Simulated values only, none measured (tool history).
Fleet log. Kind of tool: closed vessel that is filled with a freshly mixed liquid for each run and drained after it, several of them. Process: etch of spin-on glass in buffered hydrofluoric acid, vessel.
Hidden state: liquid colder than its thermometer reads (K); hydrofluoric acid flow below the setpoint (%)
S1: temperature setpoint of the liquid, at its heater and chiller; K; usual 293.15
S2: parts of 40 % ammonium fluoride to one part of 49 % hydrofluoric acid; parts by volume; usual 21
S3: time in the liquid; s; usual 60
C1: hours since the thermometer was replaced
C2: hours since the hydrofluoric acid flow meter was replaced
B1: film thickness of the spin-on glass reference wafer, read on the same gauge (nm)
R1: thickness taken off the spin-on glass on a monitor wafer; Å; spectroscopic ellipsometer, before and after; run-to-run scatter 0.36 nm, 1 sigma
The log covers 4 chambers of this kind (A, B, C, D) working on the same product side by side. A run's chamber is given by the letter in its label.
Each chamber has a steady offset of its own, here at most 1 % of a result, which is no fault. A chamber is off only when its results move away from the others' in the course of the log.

run   hour      S1    S2  S3      C1      C2      B1      R1
 1C   11.6  293.15    21  60    85.5  1589.3  120.01  496.31
 2A   19.3  293.15    21  60  1097.8   431.2  120.02  509.18
 3D   28.4  293.15    21  60   946.7   652.4  119.99   500.9
 4B   37.8  293.15    21  60   594.4     436     120  498.86
 5C   48.5  293.15    21  60   122.4  1626.2  119.99  502.14
 6B   56.6  293.15    21  60   613.2   454.8  120.01  505.49
 7A   64.7  293.15    21  60  1143.2   476.6  120.02   505.1
 8D   73.3  293.15    21  60   991.6   697.3     120  498.86
 9B   79.8  293.15    21  60   636.4     478  119.99  503.74
10C   89.9  293.15    21  60   163.8  1667.6  120.01  503.17
11A   97.3  293.15    21  60  1175.8   509.2  119.99  500.77
12D  104.4  293.15    21  60  1022.7   728.4  119.98  497.49
13B  115.2  295.15  27.5  60   671.8   513.4  120.02   461.5
14C  124.1  295.15  27.5  60     198  1701.8  120.02  466.41
15A  133.4  295.15  27.5  60  1211.9   545.3  119.99  468.04
16D  140.8  295.15  27.5  60  1059.1   764.8  120.03  466.31
17A    151  293.15    21  60  1229.5   562.9  119.98  502.87
18B  160.2  293.15    21  60   716.8   558.4     120  490.69
19D  166.4  293.15    21  60  1084.7   790.4  120.02  496.98
20C  177.9  293.15    21  60   251.8  1755.6  119.98  499.26
21C  185.3  291.15    21  60   259.2    1763  120.02  444.77
22A  196.7  291.15    21  60  1275.2   608.6     120  449.71
23B  206.9  291.15    21  60   763.5   605.1  120.02  428.61
24D  212.3  291.15    21  60  1130.6   836.3     120  446.53
25D  219.2  290.15    21  90  1137.5   843.2  119.98  628.51
26C  229.1  290.15    21  90     303  1806.8  120.01  632.75
     230.4  -- chamber A: thermometer replaced
27B  234.7  290.15    21  90   791.3   632.9     120  603.65
28A  243.6  290.15    21  90    13.2   655.5  120.01  632.92
29A    251  293.15    21  60    20.6   662.9  119.99  504.26
30C  262.8  293.15    21  60   336.7  1840.5  120.01  498.23
31D  272.6  293.15    21  60  1190.9   896.6     120  502.13
32B    280  297.15    21  90   836.6   678.2     120  862.73

Next, all 4 chambers run the settings below, one line each with question marks for the results. What does each chamber give?
33A  288.5  293.15  21  60               ?
33B  288.5  293.15  21  60               ?
33C  288.5  293.15  21  60               ?
33D  288.5  293.15  21  60               ?

run      R1
33A  506.89
33B  469.22
33C  500.29
33D  496.79
